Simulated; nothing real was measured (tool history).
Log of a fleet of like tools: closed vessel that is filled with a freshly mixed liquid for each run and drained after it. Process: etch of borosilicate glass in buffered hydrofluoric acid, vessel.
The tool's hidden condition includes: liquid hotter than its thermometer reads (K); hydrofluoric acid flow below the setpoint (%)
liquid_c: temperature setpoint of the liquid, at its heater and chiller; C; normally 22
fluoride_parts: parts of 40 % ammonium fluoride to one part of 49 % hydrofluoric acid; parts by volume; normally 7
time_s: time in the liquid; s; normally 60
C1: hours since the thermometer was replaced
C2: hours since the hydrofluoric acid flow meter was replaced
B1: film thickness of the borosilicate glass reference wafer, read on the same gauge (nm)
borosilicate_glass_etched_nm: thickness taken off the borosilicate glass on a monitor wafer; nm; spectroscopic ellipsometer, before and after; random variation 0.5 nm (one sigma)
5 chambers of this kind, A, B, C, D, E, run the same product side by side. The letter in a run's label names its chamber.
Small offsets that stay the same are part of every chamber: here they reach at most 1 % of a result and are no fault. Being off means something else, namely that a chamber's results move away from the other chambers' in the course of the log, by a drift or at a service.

Run 1A, hour 6.1: usual settings; C1 362.4; C2 56.7; B1 120.01. Result: borosilicate_glass_etched_nm 94.683 nm.
Run 2D, hour 13.7: usual settings; C1 2181; C2 513.7; B1 119.98. Result: borosilicate_glass_etched_nm 95.032 nm.
Run 3B, hour 18.1: usual settings; C1 310.3; C2 285.1; B1 119.94. Result: borosilicate_glass_etched_nm 93.458 nm.
Run 4C, hour 23.6: usual settings; C1 453.9; C2 92.4; B1 119.98. Result: borosilicate_glass_etched_nm 94.598 nm.
Run 5E, hour 30.5: usual settings; C1 642.8; C2 365.7; B1 120. Result: borosilicate_glass_etched_nm 93.62 nm.
Run 6E, hour 35.3: usual settings; C1 647.6; C2 370.5; B1 119.97. Result: borosilicate_glass_etched_nm 93.389 nm.
Run 7C, hour 44.9: usual settings; C1 475.2; C2 113.7; B1 120.03. Result: borosilicate_glass_etched_nm 93.891 nm.
Run 8D, hour 54.1: usual settings; C1 2221.4; C2 554.1; B1 119.99. Result: borosilicate_glass_etched_nm 94.568 nm.
Run 9A, hour 59.1: usual settings; C1 415.4; C2 109.7; B1 120.01. Result: borosilicate_glass_etched_nm 92.98 nm.
Run 10B, hour 67.3: usual settings; C1 359.5; C2 334.3; B1 119.99. Result: borosilicate_glass_etched_nm 93.398 nm.
Run 11E, hour 73.4: usual settings; C1 685.7; C2 408.6; B1 119.97. Result: borosilicate_glass_etched_nm 93.081 nm.
Run 12D, hour 79.2: usual settings; C1 2246.5; C2 579.2; B1 120.05. Result: borosilicate_glass_etched_nm 95.223 nm.
Run 13A, hour 88.2: usual settings; C1 444.5; C2 138.8; B1 120.05. Result: borosilicate_glass_etched_nm 93.942 nm.
Run 14C, hour 95: usual settings; C1 525.3; C2 163.8; B1 120. Result: borosilicate_glass_etched_nm 93.913 nm.
Run 15B, hour 101.3: usual settings; C1 393.5; C2 368.3; B1 120.03. Result: borosilicate_glass_etched_nm 93.002 nm.
Run 16E, hour 108.7: usual settings; C1 721; C2 443.9; B1 119.95. Result: borosilicate_glass_etched_nm 91.608 nm.
Run 17D, hour 115.2: usual settings; C1 2282.5; C2 615.2; B1 119.93. Result: borosilicate_glass_etched_nm 94.22 nm.
Run 18C, hour 120.9: usual settings; C1 551.2; C2 189.7; B1 120.02. Result: borosilicate_glass_etched_nm 93.814 nm.
Run 19A, hour 125.7: usual settings; C1 482; C2 176.3; B1 120.01. Result: borosilicate_glass_etched_nm 93.435 nm.
Run 20B, hour 135.2: usual settings but fluoride_parts 6 parts by volume, time_s 75 s; C1 427.4; C2 402.2; B1 119.98. Result: borosilicate_glass_etched_nm 133.46 nm.
Run 21A, hour 142.6: usual settings but fluoride_parts 6 parts by volume, time_s 75 s; C1 498.9; C2 193.2; B1 119.99. Result: borosilicate_glass_etched_nm 134.62 nm.
Run 22B, hour 150.5: usual settings but fluoride_parts 6 parts by volume, time_s 75 s; C1 442.7; C2 417.5; B1 120.02. Result: borosilicate_glass_etched_nm 134.48 nm.
Run 23D, hour 158.2: usual settings but fluoride_parts 6 parts by volume, time_s 75 s; C1 2325.5; C2 658.2; B1 119.97. Result: borosilicate_glass_etched_nm 136.06 nm.
Run 24C, hour 164.4: usual settings but fluoride_parts 6 parts by volume, time_s 75 s; C1 594.7; C2 233.2; B1 119.98. Result: borosilicate_glass_etched_nm 135.51 nm.
Run 25E, hour 170.2: usual settings; C1 782.5; C2 505.4; B1 120.05. Result: borosilicate_glass_etched_nm 90.517 nm.
Run 26D, hour 176.8: usual settings; C1 2344.1; C2 676.8; B1 119.97. Result: borosilicate_glass_etched_nm 95.184 nm.
Run 27B, hour 183: usual settings but fluoride_parts 6 parts by volume, time_s 70 s; C1 475.2; C2 450; B1 119.94. Result: borosilicate_glass_etched_nm 126.48 nm.
Run 28E, hour 191.7: usual settings but fluoride_parts 6 parts by volume, time_s 70 s; C1 804; C2 526.9; B1 119.97. Result: borosilicate_glass_etched_nm 119.25 nm.
Run 29A, hour 198.1: usual settings but fluoride_parts 6 parts by volume, time_s 70 s; C1 554.4; C2 248.7; B1 120.03. Result: borosilicate_glass_etched_nm 125.31 nm.
Run 30C, hour 207: usual settings but fluoride_parts 6 parts by volume, time_s 70 s; C1 637.3; C2 275.8; B1 120.01. Result: borosilicate_glass_etched_nm 125.58 nm.
Run 31A, hour 212.9: usual settings but fluoride_parts 6 parts by volume, time_s 70 s; C1 569.2; C2 263.5; B1 120.02. Result: borosilicate_glass_etched_nm 125.48 nm.

Next, all 5 chambers run the settings below, one line each with question marks for the results. What does each chamber give?
Run 32A, hour 219.8: usual settings. Result: borosilicate_glass_etched_nm ?.
Run 32B, hour 219.8: usual settings. Result: borosilicate_glass_etched_nm ?.
Run 32C, hour 219.8: usual settings. Result: borosilicate_glass_etched_nm ?.
Run 32D, hour 219.8: usual settings. Result: borosilicate_glass_etched_nm ?.
Run 32E, hour 219.8: usual settings. Result: borosilicate_glass_etched_nm ?.

run  borosilicate_glass_etched_nm
32A                        94.032
32B                        94.059
32C                        93.686
32D                        94.627
32E                        87.777
